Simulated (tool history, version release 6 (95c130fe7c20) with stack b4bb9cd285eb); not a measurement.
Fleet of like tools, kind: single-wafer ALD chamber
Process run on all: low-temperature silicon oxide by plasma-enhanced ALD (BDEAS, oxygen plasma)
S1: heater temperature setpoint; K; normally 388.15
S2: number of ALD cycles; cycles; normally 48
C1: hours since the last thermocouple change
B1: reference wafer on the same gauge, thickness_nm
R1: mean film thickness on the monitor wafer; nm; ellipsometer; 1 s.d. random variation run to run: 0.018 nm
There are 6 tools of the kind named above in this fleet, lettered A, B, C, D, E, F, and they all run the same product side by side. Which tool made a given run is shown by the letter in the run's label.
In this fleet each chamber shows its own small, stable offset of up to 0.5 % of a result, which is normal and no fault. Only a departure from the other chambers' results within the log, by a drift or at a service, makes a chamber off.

run   hour      S1  S2      C1      B1      R1
 1F    5.4  388.15  48   903.6   7.558  6.6716
 2A     10  388.15  48  1787.2  7.5513  6.6538
 3D   16.1  388.15  48  1378.9  7.5489  6.6864
 4E     22  388.15  48  1844.3  7.5479  6.6755
 5B   26.2  388.15  48  2090.7  7.5525  6.6688
 6C     31  388.15  48   663.5  7.5514  6.6985
 7F   35.6  388.15  48   933.8   7.544  6.6978
 8B   40.7  388.15  48  2105.2  7.5515  6.7099
 9A   46.8  388.15  48    1824  7.5489  6.6831
10C   49.6  388.15  48   682.1  7.5521  6.7407
11E   54.2  388.15  48  1876.5  7.5488  6.7068
12D   59.8  388.15  48  1422.6  7.5532  6.6372
13F   63.3  388.15  48   961.5  7.5498  6.7008
14B   66.8  388.15  48  2131.3    7.55  6.6509
15E   70.7  388.15  52    1893   7.548  7.2437
16A   75.5  388.15  52  1852.7  7.5501  7.2151
17D   78.8  388.15  52  1441.6  7.5484  7.2348
18C   82.5  388.15  52     715  7.5515  7.2879
19A   87.9  388.15  52  1865.1  7.5459  7.2121
20D     91  388.15  52  1453.8  7.5537  7.2403
21F   94.8  388.15  48     993  7.5489  6.6679
22B   98.6  388.15  48  2163.1   7.547  6.7146
23E    103  388.15  48  1925.3  7.5514  6.6719
24C  108.5  388.15  48     741  7.5514  6.7201
25A  114.3  388.15  48  1891.5  7.5494  6.6774
26B  117.4  388.15  48  2181.9  7.5438   6.681
27C    123  388.15  48   755.5  7.5483  6.6946
28D  128.4  388.15  48  1491.2  7.5549  6.6835
29F  131.9  388.15  48  1030.1  7.5525  6.6624
     135.9  -- chamber B: thermocouple changed; heater temperature recalibrated
30E  136.8  388.15  48  1959.1  7.5518  6.6523
31F  141.2  402.15  45  1039.4  7.5452  6.1205
32C  145.3  402.15  45   777.8  7.5573   6.118
33B  151.4  402.15  45    15.6  7.5476  6.0955
34D  156.7  402.15  45  1519.5  7.5479  6.0809
35A  160.2  402.15  45  1937.4  7.5508  6.1026
36E  164.9  402.15  45  1987.2  7.5483  6.1084
37D  170.2  388.15  48    1533  7.5517  6.6952
38E  174.4  388.15  48  1996.7  7.5512  6.6602
39C  178.3  388.15  48   810.8  7.5477  6.6992
40A  183.1  388.15  48  1960.3  7.5499  6.6877
41F  188.9  388.15  48  1087.1  7.5526  6.6766
42B  193.7  388.15  48    57.9  7.5463  6.6714
43C  197.8  383.15  52   830.3  7.5498  7.3428

Is one chamber off against the others, does the gauge drift, or is nothing wrong? If a chamber is off, say which, and what the likeliest cause is.

Beyond each chamber's small constant offset nothing stands out, and the gauge stays steady.

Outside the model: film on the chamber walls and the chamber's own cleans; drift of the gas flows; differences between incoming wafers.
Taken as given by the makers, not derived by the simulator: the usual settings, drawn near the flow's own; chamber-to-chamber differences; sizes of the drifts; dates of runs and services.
